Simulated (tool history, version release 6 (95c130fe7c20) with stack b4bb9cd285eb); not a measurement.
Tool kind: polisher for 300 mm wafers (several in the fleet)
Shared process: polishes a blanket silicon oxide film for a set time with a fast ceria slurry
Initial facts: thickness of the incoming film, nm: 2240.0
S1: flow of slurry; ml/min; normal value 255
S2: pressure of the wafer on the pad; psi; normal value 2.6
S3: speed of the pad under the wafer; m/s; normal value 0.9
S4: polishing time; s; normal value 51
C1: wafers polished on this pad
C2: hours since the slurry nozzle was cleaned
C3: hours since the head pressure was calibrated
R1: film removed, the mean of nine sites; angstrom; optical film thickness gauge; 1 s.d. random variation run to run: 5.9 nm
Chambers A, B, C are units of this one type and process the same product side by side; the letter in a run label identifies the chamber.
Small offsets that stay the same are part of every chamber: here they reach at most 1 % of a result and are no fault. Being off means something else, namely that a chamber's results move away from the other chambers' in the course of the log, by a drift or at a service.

{"run": "1C", "hour": 4.6, "S1": 255, "S2": 2.6, "S3": 0.9, "S4": 51, "C1": 374, "C2": 86.4, "C3": 720.8, "R1": 6624.7}
{"run": "2A", "hour": 10.5, "S1": 255, "S2": 2.6, "S3": 0.9, "S4": 51, "C1": 1338, "C2": 37.7, "C3": 302.6, "R1": 6722.6}
{"hour": 14.0, "done": "chamber C: worn pad replaced by a new one"}
{"run": "3B", "hour": 18.6, "S1": 255, "S2": 2.6, "S3": 0.9, "S4": 51, "C1": 347, "C2": 326.6, "C3": 661.6, "R1": 6800.1}
{"hour": 19.1, "done": "chamber A: worn pad replaced by a new one"}
{"run": "4B", "hour": 26.4, "S1": 255, "S2": 2.6, "S3": 0.9, "S4": 51, "C1": 405, "C2": 334.4, "C3": 669.4, "R1": 6809.8}
{"run": "5A", "hour": 31.9, "S1": 255, "S2": 2.6, "S3": 0.9, "S4": 51, "C1": 96, "C2": 59.1, "C3": 324.0, "R1": 6815.8}
{"run": "6C", "hour": 39.0, "S1": 255, "S2": 2.6, "S3": 0.9, "S4": 51, "C1": 187, "C2": 120.8, "C3": 755.2, "R1": 6630.2}
{"run": "7A", "hour": 47.1, "S1": 255, "S2": 2.6, "S3": 0.9, "S4": 51, "C1": 210, "C2": 74.3, "C3": 339.2, "R1": 6729.0}
{"run": "8B", "hour": 51.7, "S1": 255, "S2": 2.6, "S3": 0.9, "S4": 51, "C1": 595, "C2": 359.7, "C3": 694.7, "R1": 6801.3}
{"run": "9C", "hour": 58.9, "S1": 255, "S2": 2.6, "S3": 0.9, "S4": 51, "C1": 336, "C2": 140.7, "C3": 775.1, "R1": 6639.5}
{"run": "10C", "hour": 66.2, "S1": 255, "S2": 2.6, "S3": 0.9, "S4": 51, "C1": 391, "C2": 148.0, "C3": 782.4, "R1": 6744.4}
{"run": "11A", "hour": 71.4, "S1": 255, "S2": 2.6, "S3": 0.9, "S4": 51, "C1": 392, "C2": 98.6, "C3": 363.5, "R1": 6670.0}
{"run": "12B", "hour": 77.1, "S1": 255, "S2": 2.6, "S3": 0.9, "S4": 51, "C1": 786, "C2": 385.1, "C3": 720.1, "R1": 6710.0}
{"run": "13A", "hour": 85.2, "S1": 255, "S2": 2.6, "S3": 0.9, "S4": 51, "C1": 496, "C2": 112.4, "C3": 377.3, "R1": 6598.7}
{"run": "14C", "hour": 90.7, "S1": 255, "S2": 2.6, "S3": 0.9, "S4": 51, "C1": 575, "C2": 172.5, "C3": 806.9, "R1": 6576.9}
{"hour": 91.2, "done": "chamber C: worn pad replaced by a new one"}
{"run": "15B", "hour": 94.5, "S1": 255, "S2": 2.6, "S3": 0.9, "S4": 51, "C1": 916, "C2": 402.5, "C3": 737.5, "R1": 6452.6}
{"hour": 101.4, "done": "chamber A: head pressure recalibrated"}
{"run": "16B", "hour": 101.4, "S1": 255, "S2": 2.6, "S3": 0.9, "S4": 51, "C1": 968, "C2": 409.4, "C3": 744.4, "R1": 6568.4}
{"run": "17C", "hour": 105.8, "S1": 255, "S2": 2.6, "S3": 0.9, "S4": 51, "C1": 109, "C2": 187.6, "C3": 822.0, "R1": 6727.1}
{"run": "18A", "hour": 113.6, "S1": 255, "S2": 2.6, "S3": 0.9, "S4": 51, "C1": 709, "C2": 140.8, "C3": 12.3, "R1": 6671.9}
{"run": "19A", "hour": 121.2, "S1": 255, "S2": 2.6, "S3": 0.9, "S4": 51, "C1": 766, "C2": 148.4, "C3": 19.9, "R1": 6622.4}
{"run": "20C", "hour": 125.7, "S1": 215, "S2": 2.6, "S3": 0.9, "S4": 51, "C1": 259, "C2": 207.5, "C3": 841.9, "R1": 6628.3}
{"run": "21B", "hour": 133.4, "S1": 215, "S2": 2.6, "S3": 0.9, "S4": 51, "C1": 1208, "C2": 441.4, "C3": 776.4, "R1": 6354.5}
{"run": "22B", "hour": 138.7, "S1": 215, "S2": 2.6, "S3": 0.9, "S4": 51, "C1": 1248, "C2": 446.7, "C3": 781.7, "R1": 6393.2}
{"run": "23A", "hour": 143.4, "S1": 255, "S2": 2.6, "S3": 0.9, "S4": 51, "C1": 932, "C2": 170.6, "C3": 42.1, "R1": 6812.4}
{"run": "24C", "hour": 151.0, "S1": 255, "S2": 2.6, "S3": 0.9, "S4": 51, "C1": 448, "C2": 232.8, "C3": 867.2, "R1": 6526.3}
{"hour": 151.9, "done": "chamber C: worn pad replaced by a new one"}
{"run": "25C", "hour": 158.8, "S1": 255, "S2": 2.6, "S3": 0.9, "S4": 51, "C1": 52, "C2": 240.6, "C3": 875.0, "R1": 6766.0}
{"run": "26A", "hour": 166.2, "S1": 255, "S2": 2.6, "S3": 0.9, "S4": 51, "C1": 1103, "C2": 193.4, "C3": 64.9, "R1": 6775.9}
{"run": "27B", "hour": 173.3, "S1": 255, "S2": 2.6, "S3": 0.9, "S4": 51, "C1": 1507, "C2": 481.3, "C3": 816.3, "R1": 6287.7}
{"run": "28C", "hour": 180.9, "S1": 255, "S2": 2.6, "S3": 0.9, "S4": 43, "C1": 217, "C2": 262.7, "C3": 897.1, "R1": 5621.2}
{"run": "29A", "hour": 186.2, "S1": 255, "S2": 2.6, "S3": 0.9, "S4": 43, "C1": 1253, "C2": 213.4, "C3": 84.9, "R1": 5695.5}
{"run": "30B", "hour": 190.5, "S1": 255, "S2": 2.6, "S3": 0.9, "S4": 43, "C1": 1636, "C2": 498.5, "C3": 833.5, "R1": 5211.3}

Is one chamber off against the others, does the gauge drift, or is nothing wrong? If a chamber is off, say which, and what the likeliest cause is.

Little by little, chamber B moves away from the other chambers.
What lies behind it: removal rate lost through wear of the pad, % = 8.56.
From this log alone, it may not be told apart from: head's pressure below its setpoint, %.

Chamber B could run next with any of the 4 candidate recipes listed below; each alters the usual settings, and their results appear as question marks. Which one brings its results back in line with what the other chambers deliver on the usual settings?
In line here means within this much of the mean the other chambers give on the usual settings: R1 210.0 angstrom
{"run": "31B-1", "hour": 196.3, "S1": 255, "S2": 2.6, "S3": 0.9, "S4": 50, "R1": "?"}
{"run": "31B-2", "hour": 196.3, "S1": 255, "S2": 2.5, "S3": 0.88, "S4": 50, "R1": "?"}
{"run": "31B-3", "hour": 196.3, "S1": 255, "S2": 2.8, "S3": 0.9, "S4": 51, "R1": "?"}
{"run": "31B-4", "hour": 196.3, "S1": 255, "S2": 2.6, "S3": 0.9, "S4": 52, "R1": "?"}

Other chambers, usual settings, mean: R1 6702.5 angstrom
run=31B-1 R1=6081.0
run=31B-2 R1=5718.3
run=31B-3 R1=6677.8
run=31B-4 R1=6324.2
31B-3 is the one that brings the chamber's results back in line with the other chambers.
